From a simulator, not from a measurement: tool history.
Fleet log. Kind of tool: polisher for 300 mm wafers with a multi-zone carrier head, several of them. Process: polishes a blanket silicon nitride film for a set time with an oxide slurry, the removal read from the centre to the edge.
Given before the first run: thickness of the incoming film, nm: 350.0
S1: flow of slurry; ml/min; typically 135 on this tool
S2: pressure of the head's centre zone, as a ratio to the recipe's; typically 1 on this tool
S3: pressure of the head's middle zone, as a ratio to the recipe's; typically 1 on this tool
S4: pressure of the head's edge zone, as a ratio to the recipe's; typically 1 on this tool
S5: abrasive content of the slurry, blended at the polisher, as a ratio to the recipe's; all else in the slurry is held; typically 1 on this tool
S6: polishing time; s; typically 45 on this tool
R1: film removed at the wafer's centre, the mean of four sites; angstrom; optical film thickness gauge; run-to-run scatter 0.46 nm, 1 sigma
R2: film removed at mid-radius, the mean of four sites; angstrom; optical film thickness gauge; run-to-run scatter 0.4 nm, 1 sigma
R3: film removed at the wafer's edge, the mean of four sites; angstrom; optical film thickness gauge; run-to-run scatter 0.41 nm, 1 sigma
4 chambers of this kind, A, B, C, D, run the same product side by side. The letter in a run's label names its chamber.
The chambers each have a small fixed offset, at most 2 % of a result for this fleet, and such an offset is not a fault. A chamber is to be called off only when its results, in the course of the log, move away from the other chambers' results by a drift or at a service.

run    day   S1    S2  S3    S4  S5  S6      R1      R2      R3
 1C  0.162  135     1   1     1   1  45  478.89  484.53  479.83
     0.221  -- chamber D: worn pad replaced by a new one
     0.225  -- chamber B: edge zone pressure recalibrated
 2B  0.367  135     1   1     1   1  45  478.46   487.7  491.46
 3A  0.571  135     1   1     1   1  45  488.22  487.29  485.75
 4D  0.804  135     1   1     1   1  45  489.91  473.73  487.36
 5C  0.983  135     1   1     1   1  45  486.66     480  485.73
 6A    1.1  135     1   1     1   1  45  494.71   486.9  488.96
 7B  1.312  135     1   1     1   1  45  489.08  489.66  481.87
 8D  1.429  135     1   1     1   1  45  489.76  475.33  477.44
 9D  1.617  135     1   1     1   1  45   488.1  472.92  479.82
10C  1.825  135     1   1     1   1  45  483.04  480.99  479.23
11A  1.983  135     1   1     1   1  45  488.46     480  480.58
12B  2.108  135     1   1     1   1  45  473.63  483.88     477
     2.158  -- chamber B: worn pad replaced by a new one
13B  2.254  135     1   1     1   1  45  486.44  485.62  484.67
14A  2.383  135     1   1     1   1  45  496.82  486.29  489.47
15D  2.558  135     1   1     1   1  45  487.95  477.77  476.98
16C  2.808  135     1   1     1   1  45  476.38  481.46  473.59
17D  3.062  135     1   1     1   1  45  479.97  472.37  481.95
     3.279  -- chamber A: worn pad replaced by a new one
18A  3.279  135     1   1     1   1  45  507.57  493.59  488.03
19B  3.479  135     1   1     1   1  45  486.29  494.02  482.13
20C  3.662  160     1   1     1   1  45  508.88  492.59  487.39
21D  3.875  160     1   1     1   1  45  499.87  496.75  497.49
     4.029  -- chamber C: worn pad replaced by a new one
22A  4.129  160     1   1     1   1  45  528.13  500.08   498.2
23B  4.367  160     1   1     1   1  45  503.96  504.21  496.15
24C  4.508  135     1   1     1   1  45  488.11  486.31  480.41
25B  4.683  135     1   1     1   1  45  484.02  480.25  486.81
26D    4.8  135     1   1     1   1  45   481.1  476.34  486.05
27A  4.933  135     1   1     1   1  45  514.47  490.92  490.45
28C  5.179  135     1   1     1   1  45  480.57   487.9  481.43
29D  5.362  135     1   1     1   1  45  487.35  483.01  493.61
30A  5.525  135     1   1     1   1  45  538.11   492.8  487.49
     5.571  -- chamber D: worn pad replaced by a new one
31C  5.771  135     1   1     1   1  45  487.98  479.77  474.08
32B  6.029  135  1.04   1  0.91   1  45  503.98  492.86  460.47
33C  6.188  135  1.04   1  0.91   1  45  504.93  484.54  462.69
34D  6.358  135  1.04   1  0.91   1  45  505.33  476.22  460.64
35B  6.471  135  1.04   1  0.91   1  45  514.42  483.08  457.18
36A  6.638  135     1   1     1   1  45  540.99  485.29     477
37B  6.758  135     1   1     1   1  45  488.87  484.79  484.29
38D  6.988  170     1   1     1   1  45  511.68  504.02  496.59
39C  7.158  170     1   1     1   1  45  510.77  500.74  493.53
40A  7.325  170     1   1     1   1  45  579.14  503.21   500.4
41D   7.45  170     1   1     1   1  45  501.01  500.46  505.56

Is one chamber out of step, is the gauge drifting, or do the chambers differ by no more than their own small offsets? For an off chamber, give its letter and the likeliest cause.

It is chamber A that slowly wanders off from its peers.
Cause: centre zone's pressure above its setpoint, % = 11.2.

Which of the 4 candidates below, each the usual settings with something changed and its results left as question marks, puts chamber A back in line with what the other chambers give on the usual settings?
In-line tolerance around the mean of the other chambers on the usual settings: R1 16 angstrom; R2 14 angstrom; R3 14 angstrom
42A-1  7.642  130  0.91  1.01  1.04   1  44   ?   ?   ?
42A-2  7.642  140  1.04     1  0.98   1  45   ?   ?   ?
42A-3  7.642  140  1.09  0.99  0.96   1  46   ?   ?   ?
42A-4  7.642  130  0.96     1  1.02   1  45   ?   ?   ?

On the usual settings, the other chambers give on average: R1 483.43 angstrom; R2 480.31 angstrom; R3 482.47 angstrom
  run      R1      R2      R3
42A-1  478.32  477.88  482.15
42A-2  576.01  491.53  483.35
42A-3  619.46  497.63  488.93
42A-4  518.66   484.1  488.13
42A-1 brings the chamber back in line.
